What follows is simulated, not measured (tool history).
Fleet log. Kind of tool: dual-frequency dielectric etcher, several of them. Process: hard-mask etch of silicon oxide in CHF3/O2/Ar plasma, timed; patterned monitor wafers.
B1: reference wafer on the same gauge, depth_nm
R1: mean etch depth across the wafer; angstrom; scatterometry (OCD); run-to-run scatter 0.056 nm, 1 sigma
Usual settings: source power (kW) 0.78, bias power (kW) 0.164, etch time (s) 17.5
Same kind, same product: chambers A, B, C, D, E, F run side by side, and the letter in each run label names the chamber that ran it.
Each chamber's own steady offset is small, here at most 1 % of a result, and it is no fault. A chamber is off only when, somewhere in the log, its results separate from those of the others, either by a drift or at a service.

{"run": "1D", "day": 0.412, "source power (kW)": 0.78, "bias power (kW)": 0.164, "etch time (s)": 17.5, "B1": 29.69, "R1": 368.58}
{"run": "2F", "day": 0.792, "source power (kW)": 0.78, "bias power (kW)": 0.164, "etch time (s)": 17.5, "B1": 29.677, "R1": 372.38}
{"day": 1.104, "done": "chamber C: wet clean of the chamber"}
{"run": "3E", "day": 1.104, "source power (kW)": 0.78, "bias power (kW)": 0.164, "etch time (s)": 17.5, "B1": 29.686, "R1": 369.69}
{"run": "4C", "day": 1.383, "source power (kW)": 0.78, "bias power (kW)": 0.164, "etch time (s)": 17.5, "B1": 29.695, "R1": 370.95}
{"day": 1.833, "done": "chamber D: wet clean of the chamber"}
{"run": "5A", "day": 1.9, "source power (kW)": 0.78, "bias power (kW)": 0.164, "etch time (s)": 17.5, "B1": 29.676, "R1": 369.33}
{"run": "6B", "day": 2.154, "source power (kW)": 0.78, "bias power (kW)": 0.164, "etch time (s)": 17.5, "B1": 29.664, "R1": 372.95}
{"run": "7A", "day": 2.446, "source power (kW)": 0.78, "bias power (kW)": 0.164, "etch time (s)": 17.5, "B1": 29.672, "R1": 369.34}
{"run": "8E", "day": 2.771, "source power (kW)": 0.78, "bias power (kW)": 0.164, "etch time (s)": 17.5, "B1": 29.681, "R1": 370.34}
{"run": "9D", "day": 3.162, "source power (kW)": 0.88, "bias power (kW)": 0.164, "etch time (s)": 13, "B1": 29.663, "R1": 286.71}
{"run": "10B", "day": 3.675, "source power (kW)": 0.88, "bias power (kW)": 0.164, "etch time (s)": 13, "B1": 29.664, "R1": 290.11}
{"run": "11F", "day": 4.071, "source power (kW)": 0.88, "bias power (kW)": 0.164, "etch time (s)": 13, "B1": 29.646, "R1": 288.86}
{"run": "12C", "day": 4.546, "source power (kW)": 0.88, "bias power (kW)": 0.164, "etch time (s)": 13, "B1": 29.65, "R1": 288.48}
{"day": 4.667, "done": "chamber F: wet clean of the chamber"}
{"run": "13E", "day": 5.033, "source power (kW)": 0.88, "bias power (kW)": 0.164, "etch time (s)": 13, "B1": 29.638, "R1": 287.76}
{"run": "14B", "day": 5.296, "source power (kW)": 0.88, "bias power (kW)": 0.164, "etch time (s)": 13, "B1": 29.638, "R1": 289.84}
{"run": "15A", "day": 5.571, "source power (kW)": 0.71, "bias power (kW)": 0.164, "etch time (s)": 17.5, "B1": 29.633, "R1": 356.2}
{"run": "16C", "day": 6.058, "source power (kW)": 0.71, "bias power (kW)": 0.164, "etch time (s)": 17.5, "B1": 29.624, "R1": 357.28}
{"run": "17F", "day": 6.492, "source power (kW)": 0.71, "bias power (kW)": 0.164, "etch time (s)": 17.5, "B1": 29.632, "R1": 357.34}
{"run": "18D", "day": 6.996, "source power (kW)": 0.71, "bias power (kW)": 0.164, "etch time (s)": 17.5, "B1": 29.618, "R1": 354.04}
{"run": "19E", "day": 7.362, "source power (kW)": 0.71, "bias power (kW)": 0.164, "etch time (s)": 17.5, "B1": 29.612, "R1": 356.65}
{"run": "20C", "day": 7.617, "source power (kW)": 0.71, "bias power (kW)": 0.164, "etch time (s)": 17.5, "B1": 29.607, "R1": 356.37}
{"run": "21D", "day": 8.112, "source power (kW)": 0.78, "bias power (kW)": 0.164, "etch time (s)": 17.5, "B1": 29.608, "R1": 367.05}
{"run": "22B", "day": 8.417, "source power (kW)": 0.78, "bias power (kW)": 0.164, "etch time (s)": 17.5, "B1": 29.598, "R1": 372.52}
{"day": 8.6, "done": "chamber B: wet clean of the chamber"}
{"run": "23A", "day": 8.708, "source power (kW)": 0.78, "bias power (kW)": 0.164, "etch time (s)": 17.5, "B1": 29.615, "R1": 369.26}
{"run": "24F", "day": 9.008, "source power (kW)": 0.78, "bias power (kW)": 0.164, "etch time (s)": 17.5, "B1": 29.589, "R1": 371.65}
{"run": "25D", "day": 9.367, "source power (kW)": 0.78, "bias power (kW)": 0.164, "etch time (s)": 17.5, "B1": 29.591, "R1": 367.23}
{"run": "26E", "day": 9.671, "source power (kW)": 0.78, "bias power (kW)": 0.164, "etch time (s)": 17.5, "B1": 29.591, "R1": 369.43}
{"run": "27F", "day": 10.171, "source power (kW)": 0.78, "bias power (kW)": 0.164, "etch time (s)": 17.5, "B1": 29.59, "R1": 369.91}
{"run": "28B", "day": 10.571, "source power (kW)": 0.78, "bias power (kW)": 0.164, "etch time (s)": 17.5, "B1": 29.582, "R1": 371.75}
{"run": "29A", "day": 10.912, "source power (kW)": 0.72, "bias power (kW)": 0.164, "etch time (s)": 20.5, "B1": 29.575, "R1": 419.53}
{"run": "30C", "day": 11.279, "source power (kW)": 0.72, "bias power (kW)": 0.164, "etch time (s)": 20.5, "B1": 29.564, "R1": 419.3}
{"run": "31B", "day": 11.508, "source power (kW)": 0.72, "bias power (kW)": 0.164, "etch time (s)": 20.5, "B1": 29.561, "R1": 421.87}
{"run": "32E", "day": 11.767, "source power (kW)": 0.72, "bias power (kW)": 0.164, "etch time (s)": 20.5, "B1": 29.567, "R1": 418.15}
{"day": 12.075, "done": "chamber E: wet clean of the chamber"}
{"run": "33F", "day": 12.196, "source power (kW)": 0.72, "bias power (kW)": 0.164, "etch time (s)": 20.5, "B1": 29.553, "R1": 420.86}
{"run": "34C", "day": 12.633, "source power (kW)": 0.72, "bias power (kW)": 0.164, "etch time (s)": 20.5, "B1": 29.565, "R1": 418.73}
{"run": "35D", "day": 13.046, "source power (kW)": 0.78, "bias power (kW)": 0.164, "etch time (s)": 17.5, "B1": 29.559, "R1": 366.65}
{"run": "36A", "day": 13.392, "source power (kW)": 0.78, "bias power (kW)": 0.164, "etch time (s)": 17.5, "B1": 29.552, "R1": 368.76}
{"run": "37D", "day": 13.833, "source power (kW)": 0.78, "bias power (kW)": 0.164, "etch time (s)": 17.5, "B1": 29.534, "R1": 365.8}
{"day": 14.092, "done": "chamber A: wet clean of the chamber"}
{"run": "38F", "day": 14.142, "source power (kW)": 0.78, "bias power (kW)": 0.147, "etch time (s)": 14.5, "B1": 29.541, "R1": 295.72}
{"run": "39A", "day": 14.608, "source power (kW)": 0.78, "bias power (kW)": 0.147, "etch time (s)": 14.5, "B1": 29.519, "R1": 294.56}
{"run": "40E", "day": 15.012, "source power (kW)": 0.78, "bias power (kW)": 0.147, "etch time (s)": 14.5, "B1": 29.528, "R1": 294.39}
{"run": "41C", "day": 15.271, "source power (kW)": 0.78, "bias power (kW)": 0.147, "etch time (s)": 14.5, "B1": 29.512, "R1": 294.42}
{"run": "42B", "day": 15.529, "source power (kW)": 0.78, "bias power (kW)": 0.147, "etch time (s)": 14.5, "B1": 29.525, "R1": 296.65}

Has any chamber moved away from the others, gradually or after a service, or does the common gauge drift, or do the chambers differ only by their own small steady offsets? State the chamber and the most likely cause if one applies.

The shared gauge is drifting. All chambers look as if they move in step, but none is off.
Cause: gauge reads low (%) = 0.622.
